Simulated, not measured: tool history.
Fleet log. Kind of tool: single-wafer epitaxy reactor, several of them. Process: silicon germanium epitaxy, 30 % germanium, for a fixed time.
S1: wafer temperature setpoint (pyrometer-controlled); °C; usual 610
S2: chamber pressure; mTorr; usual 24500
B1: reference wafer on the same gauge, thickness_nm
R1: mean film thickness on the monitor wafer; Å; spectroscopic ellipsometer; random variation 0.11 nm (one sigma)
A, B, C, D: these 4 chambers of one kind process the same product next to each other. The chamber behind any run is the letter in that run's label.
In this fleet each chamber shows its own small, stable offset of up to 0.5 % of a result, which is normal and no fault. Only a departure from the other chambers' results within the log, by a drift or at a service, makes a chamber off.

{"run": "1B", "day": 0.621, "S1": 610, "S2": 24500, "B1": 66.437, "R1": 765.65}
{"run": "2A", "day": 1.092, "S1": 610, "S2": 24500, "B1": 66.444, "R1": 770.73}
{"day": 1.3, "done": "chamber B: capacitance manometer re-zeroed and calibrated"}
{"run": "3D", "day": 1.658, "S1": 610, "S2": 24500, "B1": 66.453, "R1": 765.15}
{"run": "4C", "day": 2.242, "S1": 610, "S2": 24500, "B1": 66.425, "R1": 767.94}
{"run": "5D", "day": 2.712, "S1": 610, "S2": 24500, "B1": 66.449, "R1": 763.84}
{"run": "6B", "day": 3.346, "S1": 610, "S2": 24500, "B1": 66.48, "R1": 764.79}
{"run": "7A", "day": 3.8, "S1": 610, "S2": 24500, "B1": 66.475, "R1": 770.4}
{"run": "8C", "day": 4.442, "S1": 610, "S2": 24500, "B1": 66.516, "R1": 767.79}
{"run": "9C", "day": 4.904, "S1": 610, "S2": 24500, "B1": 66.54, "R1": 766.99}
{"run": "10A", "day": 5.379, "S1": 610, "S2": 24500, "B1": 66.55, "R1": 771.68}
{"run": "11D", "day": 5.858, "S1": 610, "S2": 24500, "B1": 66.569, "R1": 767.03}
{"run": "12B", "day": 6.45, "S1": 610, "S2": 24500, "B1": 66.596, "R1": 764.6}
{"run": "13D", "day": 7.079, "S1": 610, "S2": 24500, "B1": 66.562, "R1": 766.77}
{"run": "14A", "day": 7.425, "S1": 610, "S2": 24500, "B1": 66.617, "R1": 772.24}
{"run": "15B", "day": 7.904, "S1": 610, "S2": 24500, "B1": 66.581, "R1": 765.98}
{"run": "16C", "day": 8.475, "S1": 610, "S2": 24500, "B1": 66.619, "R1": 769.25}
{"run": "17A", "day": 8.979, "S1": 610, "S2": 24500, "B1": 66.645, "R1": 774.18}
{"run": "18D", "day": 9.346, "S1": 610, "S2": 24500, "B1": 66.632, "R1": 764.23}
{"run": "19C", "day": 9.692, "S1": 610, "S2": 24500, "B1": 66.669, "R1": 769.3}
{"run": "20B", "day": 10.346, "S1": 610, "S2": 24500, "B1": 66.677, "R1": 766.83}
{"run": "21A", "day": 10.938, "S1": 610, "S2": 24500, "B1": 66.67, "R1": 775.92}
{"run": "22B", "day": 11.383, "S1": 610, "S2": 24500, "B1": 66.708, "R1": 766.42}
{"run": "23D", "day": 11.758, "S1": 610, "S2": 24500, "B1": 66.699, "R1": 768.01}
{"run": "24C", "day": 12.304, "S1": 610, "S2": 24500, "B1": 66.717, "R1": 770.92}
{"run": "25D", "day": 12.658, "S1": 610, "S2": 24500, "B1": 66.726, "R1": 767.61}
{"run": "26A", "day": 13.079, "S1": 610, "S2": 18600, "B1": 66.728, "R1": 695.18}
{"run": "27B", "day": 13.738, "S1": 610, "S2": 18600, "B1": 66.76, "R1": 686.9}
{"run": "28C", "day": 14.238, "S1": 610, "S2": 18600, "B1": 66.787, "R1": 688.85}
{"run": "29B", "day": 14.596, "S1": 610, "S2": 18600, "B1": 66.771, "R1": 685.82}
{"run": "30D", "day": 15.025, "S1": 610, "S2": 24500, "B1": 66.796, "R1": 767.32}

Has any chamber moved away from the others, gradually or after a service, or does the common gauge drift, or do the chambers differ only by their own small steady offsets? State the chamber and the most likely cause if one applies.

Every chamber seems to shift together because the gauge that measures them all drifts; the chambers themselves are fine.
Likeliest cause: gauge reads high (%) = 0.606.
